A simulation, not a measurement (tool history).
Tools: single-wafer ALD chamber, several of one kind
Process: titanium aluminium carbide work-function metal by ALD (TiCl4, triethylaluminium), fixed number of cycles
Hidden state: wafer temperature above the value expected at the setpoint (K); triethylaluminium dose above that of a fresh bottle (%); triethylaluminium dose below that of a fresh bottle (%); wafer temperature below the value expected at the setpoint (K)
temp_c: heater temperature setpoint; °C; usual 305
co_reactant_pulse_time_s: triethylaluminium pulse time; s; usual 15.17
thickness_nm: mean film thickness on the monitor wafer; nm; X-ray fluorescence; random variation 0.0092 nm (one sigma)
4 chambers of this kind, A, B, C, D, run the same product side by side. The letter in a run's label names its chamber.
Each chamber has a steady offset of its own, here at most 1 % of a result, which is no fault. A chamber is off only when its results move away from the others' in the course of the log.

run   hour  temp_c  co_reactant_pulse_time_s  hours since the last thermocouple change  hours since the last triethylaluminium bottle change  read-back reference wafer on the same gauge, thickness_nm  thickness_nm
 1B    8.2     305                     15.17                                    2233.6                                                   951                                                     1.8109        2.0856
 2A   21.6     305                     15.17                                     992.9                                                1229.8                                                     1.8113        2.0943
 3C   33.9     305                     15.17                                    1317.8                                                 344.5                                                      1.809        2.1015
 4D   48.3     305                     15.17                                    1897.8                                                1540.8                                                     1.8089        2.1166
      49.7  -- chamber B: triethylaluminium bottle replaced
      57.4  -- chamber D: triethylaluminium bottle replaced
 5A   61.8     305                     15.17                                    1033.1                                                  1270                                                     1.8111        2.0999
 6B   69.9     305                     11.85                                    2295.3                                                  20.3                                                     1.8094        2.0836
 7D   82.9     305                     11.85                                    1932.4                                                  25.6                                                     1.8094         2.095
 8C   92.3     305                     11.85                                    1376.2                                                 402.9                                                     1.8089        2.0843
 9A  104.7     305                     11.85                                      1076                                                1312.9                                                     1.8086        2.0808
10B    120     305                     15.17                                    2345.4                                                  70.4                                                     1.8109        2.1114
11D    136     305                     15.17                                    1985.5                                                  78.7                                                     1.8095        2.1034
12C    144     305                     15.17                                    1427.9                                                 454.6                                                     1.8118        2.0934
13A  156.7     305                     15.17                                      1128                                                1364.9                                                       1.81        2.1083
14B  165.4     305                     15.17                                    2390.8                                                 115.8                                                     1.8111        2.1159
15C  179.8     305                     15.17                                    1463.7                                                 490.4                                                     1.8113        2.0954
16D  195.7     305                     15.17                                    2045.2                                                 138.4                                                      1.811        2.1221
17B  207.5     305                     15.17                                    2432.9                                                 157.9                                                     1.8093         2.094
18A  214.7     305                     15.17                                      1186                                                1422.9                                                      1.811        2.1286
19D  229.4     305                     15.17                                    2078.9                                                 172.1                                                     1.8091        2.1013
20C    241     305                     15.17                                    1524.9                                                 551.6                                                     1.8104        2.1089
21C    253     305                     15.17                                    1536.9                                                 563.6                                                     1.8117        2.0991
     266.8  -- chamber B: thermocouple changed; heater temperature recalibrated
22B    269     305                     15.17                                       2.3                                                 219.4                                                     1.8108        2.0962
23D  280.3     305                     15.17                                    2129.8                                                   223                                                     1.8085        2.1055
24A  289.9     305                     15.17                                    1261.2                                                1498.1                                                     1.8106        2.1227
25A  297.9     305                     15.17                                    1269.2                                                1506.1                                                     1.8093        2.1276
26C  307.9     305                     15.17                                    1591.8                                                 618.5                                                     1.8098        2.1087
27B  317.9     305                     15.17                                      51.2                                                 268.3                                                      1.811         2.093
28D  326.1     305                     15.17                                    2175.6                                                 268.8                                                     1.8109         2.105
29A  342.5     305                     11.41                                    1313.8                                                1550.7                                                     1.8117        2.0996
30B  356.4     305                     11.41                                      89.7                                                 306.8                                                     1.8091         2.063
31D  371.7     305                     11.41                                    2221.2                                                 314.4                                                     1.8104        2.0783
32C  379.9     305                     11.41                                    1663.8                                                 690.5                                                     1.8112        2.0712
33A  390.9     305                     15.17                                    1362.2                                                1599.1                                                     1.8084        2.1463

What goes on in this fleet: one chamber off, a drifting gauge, or nothing beyond the chambers' own small offsets? Name the chamber and the cause, if any.

Chamber A drifts away from the others.
Cause: wafer temperature above the value expected at the setpoint (K) = 5.63.

Here are 4 candidates for chamber A's next run, each the usual settings with a change, their results left as question marks. Which one brings its results back in line with what the others give on the usual settings?
In line means no further than this from the other chambers' mean on the usual settings: thickness_nm 0.032 nm
34A-1  402.8     316                        16                                                                                                                                                                        ?
34A-2  402.8     310                     15.52                                                                                                                                                                        ?
34A-3  402.8     300                     14.82                                                                                                                                                                        ?
34A-4  402.8     294                     14.34                                                                                                                                                                        ?

The other chambers' mean on the usual settings: thickness_nm 2.1038 nm
  run  thickness_nm
34A-1        2.2486
34A-2        2.1927
34A-3        2.1001
34A-4        2.0444
34A-3 brings the chamber back in line.
